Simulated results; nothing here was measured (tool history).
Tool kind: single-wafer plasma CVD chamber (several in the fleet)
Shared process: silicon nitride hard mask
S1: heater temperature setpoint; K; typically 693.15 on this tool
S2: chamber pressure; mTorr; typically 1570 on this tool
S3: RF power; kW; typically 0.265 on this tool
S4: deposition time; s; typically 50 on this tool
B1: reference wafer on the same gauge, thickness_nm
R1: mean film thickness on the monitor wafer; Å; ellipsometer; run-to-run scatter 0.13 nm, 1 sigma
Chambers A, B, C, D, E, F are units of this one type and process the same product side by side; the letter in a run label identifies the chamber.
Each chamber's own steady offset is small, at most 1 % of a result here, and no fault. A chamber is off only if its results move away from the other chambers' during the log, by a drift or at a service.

run,hour,S1,S2,S3,S4,B1,R1
# hour 2.8: chamber B: RF generator calibrated
1D,7.7,693.15,1570,0.265,50,54.396,519.62
2E,13.3,693.15,1570,0.265,50,54.367,524.54
3B,17.4,693.15,1570,0.265,50,54.391,520.69
4F,23.7,693.15,1570,0.265,50,54.417,525.49
5C,28.9,693.15,1570,0.265,50,54.395,525.39
6A,33.8,693.15,1570,0.265,50,54.411,523.74
7F,42,693.15,1570,0.265,50,54.37,525.09
8C,49.4,693.15,1570,0.265,50,54.391,527.91
9B,56.3,693.15,1570,0.265,50,54.368,519.65
10E,63.3,693.15,1570,0.265,50,54.385,524.35
11A,67.8,693.15,1570,0.265,50,54.397,526.37
12D,71.8,693.15,1710,0.265,53.4,54.403,569.2
13E,79.5,693.15,1710,0.265,53.4,54.402,572.56
14B,87.3,693.15,1710,0.265,53.4,54.384,571.37
15C,91.9,693.15,1710,0.265,53.4,54.422,573.74
16A,98.7,693.15,1710,0.265,53.4,54.427,573.97
17D,103.6,693.15,1710,0.265,53.4,54.379,570.07
18F,109.5,693.15,1570,0.265,50,54.38,527.33
19F,114.8,693.15,1570,0.265,50,54.39,523.55
20C,122.3,693.15,1230,0.265,44.8,54.401,438.51
21D,128.5,693.15,1230,0.265,44.8,54.398,432.96
22E,132.3,693.15,1230,0.265,44.8,54.434,434.83
23A,139.7,693.15,1230,0.265,44.8,54.414,438.18
24B,144,693.15,1230,0.265,44.8,54.399,433.86
25C,152.3,693.15,1230,0.265,44.8,54.394,437.82
26F,159.2,693.15,1570,0.265,50,54.388,524.97
27D,163.1,693.15,1570,0.265,50,54.394,519.85
28B,168.5,693.15,1570,0.265,50,54.39,519.17
29A,176.7,693.15,1570,0.265,50,54.413,522.6
30E,184.1,680.15,1400,0.265,50,54.42,508.46
31D,191.9,680.15,1400,0.265,50,54.419,505.73
32B,199.4,680.15,1400,0.265,50,54.399,504.13
33F,205.8,680.15,1400,0.265,50,54.401,510.56
34A,212.9,680.15,1400,0.265,50,54.398,509.62
35C,218.9,680.15,1400,0.265,50,54.382,510.42
36E,222.8,693.15,1570,0.265,50,54.395,522.54
37F,230.9,693.15,1570,0.265,50,54.392,524.15
38C,238.6,693.15,1210,0.265,50,54.425,487.29
39D,246.4,693.15,1210,0.265,50,54.429,478.32
40A,253.4,693.15,1210,0.265,50,54.413,486.52
41E,258.6,693.15,1210,0.265,50,54.371,483.16
42B,266.7,693.15,1210,0.265,50,54.4,481.58
43F,274.4,693.15,1210,0.265,50,54.387,485.01
44C,279.4,693.15,1570,0.265,50,54.405,525.79

Is one chamber out of step, is the gauge drifting, or do the chambers differ by no more than their own small offsets? For an off chamber, give its letter and the likeliest cause.

Neither any chamber nor the gauge drifts; the chambers differ only by their own small, steady offsets.

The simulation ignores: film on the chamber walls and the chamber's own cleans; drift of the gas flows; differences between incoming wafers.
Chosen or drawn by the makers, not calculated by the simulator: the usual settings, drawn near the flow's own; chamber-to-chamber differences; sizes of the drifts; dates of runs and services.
